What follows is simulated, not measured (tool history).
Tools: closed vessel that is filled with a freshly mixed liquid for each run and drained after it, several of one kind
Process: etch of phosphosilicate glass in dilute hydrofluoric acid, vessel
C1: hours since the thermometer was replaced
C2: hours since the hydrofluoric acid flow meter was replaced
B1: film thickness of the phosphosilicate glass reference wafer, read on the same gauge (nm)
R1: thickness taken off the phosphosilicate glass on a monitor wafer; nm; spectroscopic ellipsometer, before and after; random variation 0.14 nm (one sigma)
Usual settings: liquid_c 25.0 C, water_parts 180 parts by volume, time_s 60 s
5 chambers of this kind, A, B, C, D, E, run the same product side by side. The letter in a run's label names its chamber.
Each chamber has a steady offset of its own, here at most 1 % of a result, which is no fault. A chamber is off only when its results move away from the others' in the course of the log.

{"run": "1C", "hour": 9.0, "liquid_c": 25.0, "water_parts": 180, "time_s": 60, "C1": 1177.3, "C2": 705.7, "B1": 110.03, "R1": 19.058}
{"run": "2A", "hour": 23.9, "liquid_c": 25.0, "water_parts": 180, "time_s": 60, "C1": 380.4, "C2": 921.5, "B1": 109.98, "R1": 19.099}
{"run": "3B", "hour": 33.8, "liquid_c": 25.0, "water_parts": 180, "time_s": 60, "C1": 195.6, "C2": 211.0, "B1": 110.0, "R1": 19.35}
{"run": "4D", "hour": 45.4, "liquid_c": 25.0, "water_parts": 180, "time_s": 60, "C1": 77.3, "C2": 882.3, "B1": 109.99, "R1": 18.764}
{"run": "5E", "hour": 53.9, "liquid_c": 25.0, "water_parts": 180, "time_s": 60, "C1": 997.1, "C2": 832.8, "B1": 110.03, "R1": 18.97}
{"run": "6B", "hour": 61.1, "liquid_c": 25.0, "water_parts": 180, "time_s": 60, "C1": 222.9, "C2": 238.3, "B1": 110.01, "R1": 19.064}
{"run": "7A", "hour": 70.0, "liquid_c": 25.0, "water_parts": 180, "time_s": 60, "C1": 426.5, "C2": 967.6, "B1": 109.98, "R1": 18.905}
{"run": "8D", "hour": 77.6, "liquid_c": 25.0, "water_parts": 180, "time_s": 60, "C1": 109.5, "C2": 914.5, "B1": 109.99, "R1": 18.677}
{"run": "9C", "hour": 89.3, "liquid_c": 25.0, "water_parts": 180, "time_s": 60, "C1": 1257.6, "C2": 786.0, "B1": 110.01, "R1": 19.384}
{"run": "10E", "hour": 96.3, "liquid_c": 25.0, "water_parts": 180, "time_s": 60, "C1": 1039.5, "C2": 875.2, "B1": 110.0, "R1": 18.921}
{"run": "11B", "hour": 110.3, "liquid_c": 25.0, "water_parts": 180, "time_s": 60, "C1": 272.1, "C2": 287.5, "B1": 110.0, "R1": 19.073}
{"run": "12D", "hour": 124.8, "liquid_c": 25.0, "water_parts": 180, "time_s": 60, "C1": 156.7, "C2": 961.7, "B1": 109.96, "R1": 18.888}
{"run": "13A", "hour": 137.0, "liquid_c": 25.0, "water_parts": 180, "time_s": 60, "C1": 493.5, "C2": 1034.6, "B1": 110.01, "R1": 18.958}
{"run": "14C", "hour": 151.4, "liquid_c": 25.0, "water_parts": 180, "time_s": 60, "C1": 1319.7, "C2": 848.1, "B1": 110.0, "R1": 19.531}
{"run": "15E", "hour": 162.9, "liquid_c": 28.5, "water_parts": 180, "time_s": 75, "C1": 1106.1, "C2": 941.8, "B1": 110.03, "R1": 26.53}
{"run": "16A", "hour": 177.9, "liquid_c": 28.5, "water_parts": 180, "time_s": 75, "C1": 534.4, "C2": 1075.5, "B1": 109.99, "R1": 26.742}
{"run": "17D", "hour": 186.1, "liquid_c": 28.5, "water_parts": 180, "time_s": 75, "C1": 218.0, "C2": 1023.0, "B1": 110.0, "R1": 26.499}
{"run": "18C", "hour": 195.9, "liquid_c": 28.5, "water_parts": 180, "time_s": 75, "C1": 1364.2, "C2": 892.6, "B1": 110.0, "R1": 27.614}
{"run": "19E", "hour": 209.0, "liquid_c": 28.5, "water_parts": 180, "time_s": 75, "C1": 1152.2, "C2": 987.9, "B1": 109.98, "R1": 26.866}
{"run": "20B", "hour": 218.0, "liquid_c": 25.0, "water_parts": 180, "time_s": 60, "C1": 379.8, "C2": 395.2, "B1": 110.02, "R1": 19.084}
{"run": "21B", "hour": 227.8, "liquid_c": 25.0, "water_parts": 180, "time_s": 60, "C1": 389.6, "C2": 405.0, "B1": 110.01, "R1": 19.22}
{"run": "22C", "hour": 239.9, "liquid_c": 25.0, "water_parts": 180, "time_s": 60, "C1": 1408.2, "C2": 936.6, "B1": 109.98, "R1": 19.693}
{"run": "23A", "hour": 253.3, "liquid_c": 25.0, "water_parts": 180, "time_s": 60, "C1": 609.8, "C2": 1150.9, "B1": 110.0, "R1": 18.797}
{"run": "24E", "hour": 263.1, "liquid_c": 25.0, "water_parts": 180, "time_s": 60, "C1": 1206.3, "C2": 1042.0, "B1": 110.02, "R1": 18.998}
{"run": "25D", "hour": 274.3, "liquid_c": 25.0, "water_parts": 180, "time_s": 60, "C1": 306.2, "C2": 1111.2, "B1": 110.0, "R1": 19.064}
{"run": "26D", "hour": 289.6, "liquid_c": 25.0, "water_parts": 180, "time_s": 60, "C1": 321.5, "C2": 1126.5, "B1": 109.99, "R1": 18.865}
{"hour": 293.2, "done": "chamber A: hydrofluoric acid flow meter replaced"}
{"hour": 294.9, "done": "chamber A: thermometer replaced"}
{"run": "27A", "hour": 299.7, "liquid_c": 25.0, "water_parts": 180, "time_s": 60, "C1": 4.8, "C2": 6.5, "B1": 109.98, "R1": 18.741}
{"run": "28C", "hour": 309.1, "liquid_c": 25.0, "water_parts": 180, "time_s": 60, "C1": 1477.4, "C2": 1005.8, "B1": 109.99, "R1": 19.8}
{"run": "29B", "hour": 322.5, "liquid_c": 25.0, "water_parts": 180, "time_s": 60, "C1": 484.3, "C2": 499.7, "B1": 109.97, "R1": 18.809}
{"run": "30E", "hour": 330.3, "liquid_c": 25.0, "water_parts": 180, "time_s": 60, "C1": 1273.5, "C2": 1109.2, "B1": 109.96, "R1": 19.124}
{"run": "31C", "hour": 345.4, "liquid_c": 25.0, "water_parts": 180, "time_s": 60, "C1": 1513.7, "C2": 1042.1, "B1": 109.99, "R1": 19.922}
{"run": "32A", "hour": 353.7, "liquid_c": 25.0, "water_parts": 180, "time_s": 60, "C1": 58.8, "C2": 60.5, "B1": 110.02, "R1": 19.051}
{"hour": 358.1, "done": "chamber B: hydrofluoric acid flow meter replaced"}
{"run": "33D", "hour": 365.5, "liquid_c": 29.5, "water_parts": 180, "time_s": 60, "C1": 397.4, "C2": 1202.4, "B1": 110.0, "R1": 22.265}
{"run": "34E", "hour": 374.2, "liquid_c": 29.5, "water_parts": 180, "time_s": 60, "C1": 1317.4, "C2": 1153.1, "B1": 110.0, "R1": 22.119}
{"run": "35B", "hour": 386.5, "liquid_c": 29.5, "water_parts": 180, "time_s": 60, "C1": 548.3, "C2": 28.5, "B1": 110.04, "R1": 22.538}
{"run": "36B", "hour": 395.3, "liquid_c": 29.5, "water_parts": 180, "time_s": 60, "C1": 557.1, "C2": 37.3, "B1": 110.03, "R1": 22.35}
{"run": "37A", "hour": 405.3, "liquid_c": 29.5, "water_parts": 180, "time_s": 60, "C1": 110.4, "C2": 112.1, "B1": 110.03, "R1": 22.05}
{"run": "38C", "hour": 415.7, "liquid_c": 25.0, "water_parts": 180, "time_s": 60, "C1": 1584.0, "C2": 1112.4, "B1": 109.99, "R1": 19.732}
{"run": "39E", "hour": 425.9, "liquid_c": 25.0, "water_parts": 180, "time_s": 60, "C1": 1369.1, "C2": 1204.8, "B1": 110.01, "R1": 18.79}
{"run": "40D", "hour": 433.4, "liquid_c": 25.0, "water_parts": 180, "time_s": 60, "C1": 465.3, "C2": 1270.3, "B1": 110.02, "R1": 18.834}

All 5 chambers run these settings next. Forecast each chamber's results:
{"run": "41A", "hour": 444.4, "liquid_c": 25.0, "water_parts": 180, "time_s": 30, "R1": "?"}
{"run": "41B", "hour": 444.4, "liquid_c": 25.0, "water_parts": 180, "time_s": 30, "R1": "?"}
{"run": "41C", "hour": 444.4, "liquid_c": 25.0, "water_parts": 180, "time_s": 30, "R1": "?"}
{"run": "41D", "hour": 444.4, "liquid_c": 25.0, "water_parts": 180, "time_s": 30, "R1": "?"}
{"run": "41E", "hour": 444.4, "liquid_c": 25.0, "water_parts": 180, "time_s": 30, "R1": "?"}

run=41A R1=9.3189
run=41B R1=9.5740
run=41C R1=10.0990
run=41D R1=9.3705
run=41E R1=9.5622
